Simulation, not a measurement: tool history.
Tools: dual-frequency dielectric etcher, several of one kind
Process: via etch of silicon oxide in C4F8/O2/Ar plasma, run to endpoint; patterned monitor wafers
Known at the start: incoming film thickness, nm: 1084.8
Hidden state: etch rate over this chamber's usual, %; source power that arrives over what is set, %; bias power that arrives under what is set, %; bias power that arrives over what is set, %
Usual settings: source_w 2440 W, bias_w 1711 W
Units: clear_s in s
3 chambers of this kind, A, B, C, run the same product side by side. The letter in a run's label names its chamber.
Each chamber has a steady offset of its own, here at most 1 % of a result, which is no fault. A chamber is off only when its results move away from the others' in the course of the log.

run,day,source_w,bias_w,hours since the last wet clean,hours since the last source power generator calibration,hours since the last bias power generator calibration,clear_s
1C,0.179,2440,1711,8.6,1082.7,378.3,208.96
# day 0.258: chamber A: wet clean of the chamber
2B,0.325,2440,1711,304.6,2209.4,12.8,205.31
3A,0.508,2440,1711,6.1,1428.3,141.8,209.55
4A,0.650,2440,1711,9.5,1431.7,145.2,207.90
5C,0.742,2440,1711,22.1,1096.2,391.8,208.24
6B,0.921,2440,1711,318.9,2223.7,27.1,203.44
7A,1.038,2440,1711,18.8,1441.0,154.5,208.95
8B,1.196,2440,1711,325.5,2230.3,33.7,207.33
9C,1.350,2440,1711,36.7,1110.8,406.4,206.56
10C,1.488,2440,1711,40.0,1114.1,409.7,207.35
11A,1.625,2440,1711,32.9,1455.1,168.6,205.23
12B,1.767,2440,1553,339.2,2244.0,47.4,209.70
13C,1.867,2440,1553,49.1,1123.2,418.8,214.36
14A,2.000,2440,1553,41.9,1464.1,177.6,210.58
15B,2.129,2440,1711,347.9,2252.7,56.1,206.30
16B,2.267,2440,1711,351.2,2256.0,59.4,203.57
17C,2.388,2440,1711,61.6,1135.7,431.3,207.91
18A,2.575,2440,1711,55.7,1477.9,191.4,207.78
19B,2.683,2910,1711,361.2,2266.0,69.4,190.40
20C,2.829,2910,1711,72.2,1146.3,441.9,193.72
21A,2.992,2910,1711,65.7,1487.9,201.4,194.50
22C,3.104,2440,1711,78.8,1152.9,448.5,206.40
23A,3.296,2440,1711,73.0,1495.2,208.7,207.24
24B,3.471,2440,1711,380.1,2284.9,88.3,206.39
25C,3.629,2440,1711,91.4,1165.5,461.1,206.73
26A,3.775,2440,1711,84.5,1506.7,220.2,204.57
27B,3.888,2440,1711,390.1,2294.9,98.3,202.93
28C,4.083,2440,1711,102.3,1176.4,472.0,209.26
29B,4.288,2120,1492,399.7,2304.5,107.9,224.62
30A,4.475,2120,1492,101.3,1523.5,237.0,224.50
31A,4.608,2120,1492,104.5,1526.7,240.2,226.56
32C,4.758,2440,1711,118.5,1192.6,488.2,208.08
33B,4.875,2440,1711,413.8,2318.6,122.0,204.14
34A,5.062,2440,1711,115.4,1537.6,251.1,206.39
35B,5.246,2440,1711,422.7,2327.5,130.9,204.59

Next, every chamber runs the same settings. What will each give?
36A,5.396,2440,1298,,,,?
36B,5.396,2440,1298,,,,?
36C,5.396,2440,1298,,,,?

run,clear_s
36A,222.07
36B,220.70
36C,223.23
